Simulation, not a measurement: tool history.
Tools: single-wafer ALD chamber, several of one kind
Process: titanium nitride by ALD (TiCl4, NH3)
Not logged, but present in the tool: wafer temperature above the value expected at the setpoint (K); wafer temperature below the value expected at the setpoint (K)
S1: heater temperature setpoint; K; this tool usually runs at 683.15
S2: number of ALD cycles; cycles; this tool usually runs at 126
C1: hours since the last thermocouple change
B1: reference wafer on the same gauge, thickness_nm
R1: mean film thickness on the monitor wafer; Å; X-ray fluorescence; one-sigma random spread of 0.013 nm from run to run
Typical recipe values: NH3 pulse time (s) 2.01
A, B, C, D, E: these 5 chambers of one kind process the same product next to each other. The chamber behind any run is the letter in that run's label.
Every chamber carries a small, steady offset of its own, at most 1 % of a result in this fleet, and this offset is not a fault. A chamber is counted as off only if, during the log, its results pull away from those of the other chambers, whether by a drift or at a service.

run 1E day=0.575 | S1=683.15 S2=126 NH3_pulse_time_(s)=2.01 | C1=430 | B1=2.9526 | R1=28.05
run 2A day=0.967 | S1=683.15 S2=126 NH3_pulse_time_(s)=2.01 | C1=108.2 | B1=2.9517 | R1=27.855
run 3D day=1.592 | S1=683.15 S2=126 NH3_pulse_time_(s)=2.01 | C1=599.8 | B1=2.9519 | R1=28.024
run 4B day=2.033 | S1=683.15 S2=126 NH3_pulse_time_(s)=2.01 | C1=409.4 | B1=2.9485 | R1=28.095
run 5C day=2.6 | S1=683.15 S2=126 NH3_pulse_time_(s)=2.01 | C1=922.8 | B1=2.9545 | R1=27.567
run 6E day=3.025 | S1=683.15 S2=126 NH3_pulse_time_(s)=2.01 | C1=488.8 | B1=2.95 | R1=28.097
run 7D day=3.596 | S1=683.15 S2=126 NH3_pulse_time_(s)=2.01 | C1=647.9 | B1=2.9505 | R1=27.738
run 8A day=3.929 | S1=683.15 S2=126 NH3_pulse_time_(s)=2.01 | C1=179.3 | B1=2.9498 | R1=27.901
run 9B day=4.417 | S1=683.15 S2=126 NH3_pulse_time_(s)=2.01 | C1=466.6 | B1=2.9498 | R1=28.158
run 10C day=5.029 | S1=683.15 S2=126 NH3_pulse_time_(s)=2.01 | C1=981.1 | B1=2.9527 | R1=27.963
run 11C day=5.571 | S1=683.15 S2=126 NH3_pulse_time_(s)=2.01 | C1=994.1 | B1=2.9515 | R1=27.734
run 12A day=6.125 | S1=683.15 S2=126 NH3_pulse_time_(s)=2.01 | C1=232 | B1=2.9503 | R1=27.827
run 13E day=6.675 | S1=683.15 S2=126 NH3_pulse_time_(s)=2.01 | C1=576.4 | B1=2.9497 | R1=28.164
run 14D day=7.117 | S1=683.15 S2=126 NH3_pulse_time_(s)=2.01 | C1=732.4 | B1=2.9498 | R1=27.846
run 15B day=7.717 | S1=683.15 S2=126 NH3_pulse_time_(s)=2.01 | C1=545.8 | B1=2.9519 | R1=28.057
run 16C day=8.308 | S1=683.15 S2=126 NH3_pulse_time_(s)=2.01 | C1=1059.8 | B1=2.9472 | R1=27.914
run 17D day=8.629 | S1=683.15 S2=126 NH3_pulse_time_(s)=2.01 | C1=768.7 | B1=2.9495 | R1=27.661
run 18A day=9.25 | S1=683.15 S2=126 NH3_pulse_time_(s)=2.01 | C1=307 | B1=2.952 | R1=27.859
run 19E day=9.521 | S1=683.15 S2=126 NH3_pulse_time_(s)=2.01 | C1=644.7 | B1=2.9507 | R1=28.175
run 20B day=10.075 | S1=683.15 S2=126 NH3_pulse_time_(s)=2.01 | C1=602.4 | B1=2.9525 | R1=28.145
run 21C day=10.417 | S1=683.15 S2=126 NH3_pulse_time_(s)=2.01 | C1=1110.4 | B1=2.9494 | R1=27.665
run 22B day=10.746 | S1=697.15 S2=115 NH3_pulse_time_(s)=2.01 | C1=618.5 | B1=2.9505 | R1=25.621
run 23A day=11.029 | S1=697.15 S2=115 NH3_pulse_time_(s)=2.01 | C1=349.7 | B1=2.9498 | R1=25.606
run 24D day=11.558 | S1=697.15 S2=115 NH3_pulse_time_(s)=2.01 | C1=839 | B1=2.948 | R1=25.285
run 25E day=11.975 | S1=697.15 S2=115 NH3_pulse_time_(s)=2.01 | C1=703.6 | B1=2.9473 | R1=25.809
run 26D day=12.288 | S1=697.15 S2=115 NH3_pulse_time_(s)=2.01 | C1=856.5 | B1=2.9507 | R1=25.589
run 27A day=12.892 | S1=683.15 S2=126 NH3_pulse_time_(s)=2.01 | C1=394.4 | B1=2.9494 | R1=27.702
run 28C day=13.175 | S1=683.15 S2=126 NH3_pulse_time_(s)=2.01 | C1=1176.6 | B1=2.9498 | R1=28.024
run 29B day=13.625 | S1=683.15 S2=126 NH3_pulse_time_(s)=2.01 | C1=687.6 | B1=2.951 | R1=27.823
run 30E day=14.046 | S1=683.15 S2=126 NH3_pulse_time_(s)=2.01 | C1=753.3 | B1=2.9517 | R1=28.142
run 31C day=14.596 | S1=683.15 S2=126 NH3_pulse_time_(s)=2.01 | C1=1210.7 | B1=2.9526 | R1=27.618
run 32D day=14.979 | S1=683.15 S2=126 NH3_pulse_time_(s)=2.01 | C1=921.1 | B1=2.9513 | R1=27.876
run 33E day=15.492 | S1=683.15 S2=126 NH3_pulse_time_(s)=2.01 | C1=788 | B1=2.9492 | R1=28.099
run 34A day=16.071 | S1=683.15 S2=126 NH3_pulse_time_(s)=2.01 | C1=470.7 | B1=2.9539 | R1=27.856

Does one chamber stand apart from the rest, does the shared gauge drift, or is all well apart from small per-chamber offsets? Give the chamber and the most likely cause, where there is one.

No chamber stands off beyond its own small offset, and the gauge holds steady.
